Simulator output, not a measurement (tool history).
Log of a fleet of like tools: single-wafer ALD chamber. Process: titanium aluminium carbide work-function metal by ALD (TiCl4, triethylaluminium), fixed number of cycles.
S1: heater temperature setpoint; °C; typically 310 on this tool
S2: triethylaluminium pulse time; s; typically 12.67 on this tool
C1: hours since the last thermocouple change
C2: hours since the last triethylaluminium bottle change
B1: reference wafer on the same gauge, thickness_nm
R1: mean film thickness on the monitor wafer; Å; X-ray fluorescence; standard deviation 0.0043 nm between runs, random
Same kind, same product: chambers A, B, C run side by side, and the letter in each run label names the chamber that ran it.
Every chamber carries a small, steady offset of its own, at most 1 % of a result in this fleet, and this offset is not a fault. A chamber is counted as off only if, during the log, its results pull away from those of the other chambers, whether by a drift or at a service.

{"run": "1C", "hour": 5.6, "S1": 310, "S2": 12.67, "C1": 772.7, "C2": 592.9, "B1": 1.7793, "R1": 21.305}
{"run": "2A", "hour": 13.2, "S1": 310, "S2": 12.67, "C1": 216.7, "C2": 343.8, "B1": 1.7794, "R1": 21.354}
{"run": "3B", "hour": 19.5, "S1": 310, "S2": 12.67, "C1": 2361.5, "C2": 186.5, "B1": 1.7809, "R1": 21.095}
{"run": "4B", "hour": 27.6, "S1": 310, "S2": 12.67, "C1": 2369.6, "C2": 194.6, "B1": 1.7786, "R1": 21.177}
{"run": "5A", "hour": 37.3, "S1": 310, "S2": 12.67, "C1": 240.8, "C2": 367.9, "B1": 1.779, "R1": 21.36}
{"run": "6C", "hour": 42.2, "S1": 310, "S2": 12.67, "C1": 809.3, "C2": 629.5, "B1": 1.7798, "R1": 21.299}
{"run": "7A", "hour": 53.2, "S1": 310, "S2": 12.67, "C1": 256.7, "C2": 383.8, "B1": 1.7806, "R1": 21.336}
{"run": "8C", "hour": 62.1, "S1": 310, "S2": 12.67, "C1": 829.2, "C2": 649.4, "B1": 1.7802, "R1": 21.316}
{"run": "9B", "hour": 68.7, "S1": 310, "S2": 12.67, "C1": 2410.7, "C2": 235.7, "B1": 1.7798, "R1": 21.088}
{"run": "10B", "hour": 73.7, "S1": 322, "S2": 12.67, "C1": 2415.7, "C2": 240.7, "B1": 1.7799, "R1": 22.233}
{"run": "11A", "hour": 81.2, "S1": 322, "S2": 12.67, "C1": 284.7, "C2": 411.8, "B1": 1.7795, "R1": 22.362}
{"run": "12C", "hour": 91.6, "S1": 322, "S2": 12.67, "C1": 858.7, "C2": 678.9, "B1": 1.7799, "R1": 22.345}
{"run": "13C", "hour": 99.7, "S1": 310, "S2": 12.67, "C1": 866.8, "C2": 687.0, "B1": 1.7798, "R1": 21.181}
{"run": "14A", "hour": 105.3, "S1": 310, "S2": 12.67, "C1": 308.8, "C2": 435.9, "B1": 1.7799, "R1": 21.356}
{"run": "15B", "hour": 110.2, "S1": 318, "S2": 9.79, "C1": 2452.2, "C2": 277.2, "B1": 1.7808, "R1": 21.318}
{"run": "16A", "hour": 120.0, "S1": 318, "S2": 9.79, "C1": 323.5, "C2": 450.6, "B1": 1.7804, "R1": 21.538}
{"run": "17B", "hour": 127.5, "S1": 318, "S2": 9.79, "C1": 2469.5, "C2": 294.5, "B1": 1.78, "R1": 21.329}
{"hour": 129.9, "done": "chamber B: thermocouple changed; heater temperature recalibrated"}
{"run": "18C", "hour": 136.9, "S1": 310, "S2": 12.67, "C1": 904.0, "C2": 724.2, "B1": 1.78, "R1": 21.232}
{"run": "19B", "hour": 147.8, "S1": 310, "S2": 12.67, "C1": 18.0, "C2": 314.8, "B1": 1.7791, "R1": 21.154}
{"run": "20C", "hour": 155.1, "S1": 310, "S2": 12.67, "C1": 922.2, "C2": 742.4, "B1": 1.7803, "R1": 21.235}
{"run": "21A", "hour": 165.7, "S1": 310, "S2": 12.67, "C1": 369.2, "C2": 496.3, "B1": 1.7805, "R1": 21.325}
{"hour": 166.0, "done": "chamber C: triethylaluminium bottle replaced"}
{"run": "22B", "hour": 176.7, "S1": 310, "S2": 12.67, "C1": 46.9, "C2": 343.7, "B1": 1.7805, "R1": 21.116}
{"run": "23C", "hour": 185.1, "S1": 310, "S2": 12.67, "C1": 952.2, "C2": 19.1, "B1": 1.7792, "R1": 21.255}
{"run": "24A", "hour": 191.1, "S1": 310, "S2": 12.67, "C1": 394.6, "C2": 521.7, "B1": 1.7803, "R1": 21.385}
{"run": "25C", "hour": 197.7, "S1": 310, "S2": 12.67, "C1": 964.8, "C2": 31.7, "B1": 1.7813, "R1": 21.22}
{"run": "26A", "hour": 205.2, "S1": 310, "S2": 12.67, "C1": 408.7, "C2": 535.8, "B1": 1.7795, "R1": 21.339}
{"run": "27B", "hour": 211.0, "S1": 310, "S2": 12.67, "C1": 81.2, "C2": 378.0, "B1": 1.78, "R1": 21.077}
{"run": "28B", "hour": 217.6, "S1": 301, "S2": 8.91, "C1": 87.8, "C2": 384.6, "B1": 1.7801, "R1": 19.59}
{"run": "29A", "hour": 227.0, "S1": 301, "S2": 8.91, "C1": 430.5, "C2": 557.6, "B1": 1.7803, "R1": 19.894}
{"run": "30C", "hour": 233.4, "S1": 301, "S2": 8.91, "C1": 1000.5, "C2": 67.4, "B1": 1.7798, "R1": 19.728}
{"run": "31B", "hour": 239.0, "S1": 310, "S2": 12.67, "C1": 109.2, "C2": 406.0, "B1": 1.7804, "R1": 21.146}
{"run": "32C", "hour": 249.0, "S1": 310, "S2": 12.67, "C1": 1016.1, "C2": 83.0, "B1": 1.7805, "R1": 21.239}
{"run": "33A", "hour": 258.4, "S1": 310, "S2": 12.67, "C1": 461.9, "C2": 589.0, "B1": 1.7805, "R1": 21.343}
{"run": "34B", "hour": 264.1, "S1": 310, "S2": 12.67, "C1": 134.3, "C2": 431.1, "B1": 1.7807, "R1": 21.103}
{"run": "35C", "hour": 275.0, "S1": 310, "S2": 12.67, "C1": 1042.1, "C2": 109.0, "B1": 1.7802, "R1": 21.231}
{"run": "36A", "hour": 284.9, "S1": 310, "S2": 12.67, "C1": 488.4, "C2": 615.5, "B1": 1.78, "R1": 21.292}
{"run": "37B", "hour": 294.1, "S1": 310, "S2": 12.67, "C1": 164.3, "C2": 461.1, "B1": 1.7813, "R1": 21.142}
{"run": "38C", "hour": 299.0, "S1": 310, "S2": 12.67, "C1": 1066.1, "C2": 133.0, "B1": 1.7803, "R1": 21.26}
{"run": "39A", "hour": 306.6, "S1": 310, "S2": 12.67, "C1": 510.1, "C2": 637.2, "B1": 1.7801, "R1": 21.263}
{"run": "40A", "hour": 315.6, "S1": 310, "S2": 12.67, "C1": 519.1, "C2": 646.2, "B1": 1.7799, "R1": 21.303}
{"run": "41C", "hour": 323.5, "S1": 310, "S2": 12.67, "C1": 1090.6, "C2": 157.5, "B1": 1.7812, "R1": 21.359}
{"run": "42B", "hour": 329.0, "S1": 310, "S2": 12.67, "C1": 199.2, "C2": 496.0, "B1": 1.7803, "R1": 21.059}
{"run": "43B", "hour": 334.7, "S1": 310, "S2": 12.67, "C1": 204.9, "C2": 501.7, "B1": 1.7802, "R1": 21.084}

Predict what each chamber gives when all 3 of them run the settings below next.
{"run": "44A", "hour": 342.7, "S1": 310, "S2": 12.67, "R1": "?"}
{"run": "44B", "hour": 342.7, "S1": 310, "S2": 12.67, "R1": "?"}
{"run": "44C", "hour": 342.7, "S1": 310, "S2": 12.67, "R1": "?"}

run=44A R1=21.278
run=44B R1=21.146
run=44C R1=21.380

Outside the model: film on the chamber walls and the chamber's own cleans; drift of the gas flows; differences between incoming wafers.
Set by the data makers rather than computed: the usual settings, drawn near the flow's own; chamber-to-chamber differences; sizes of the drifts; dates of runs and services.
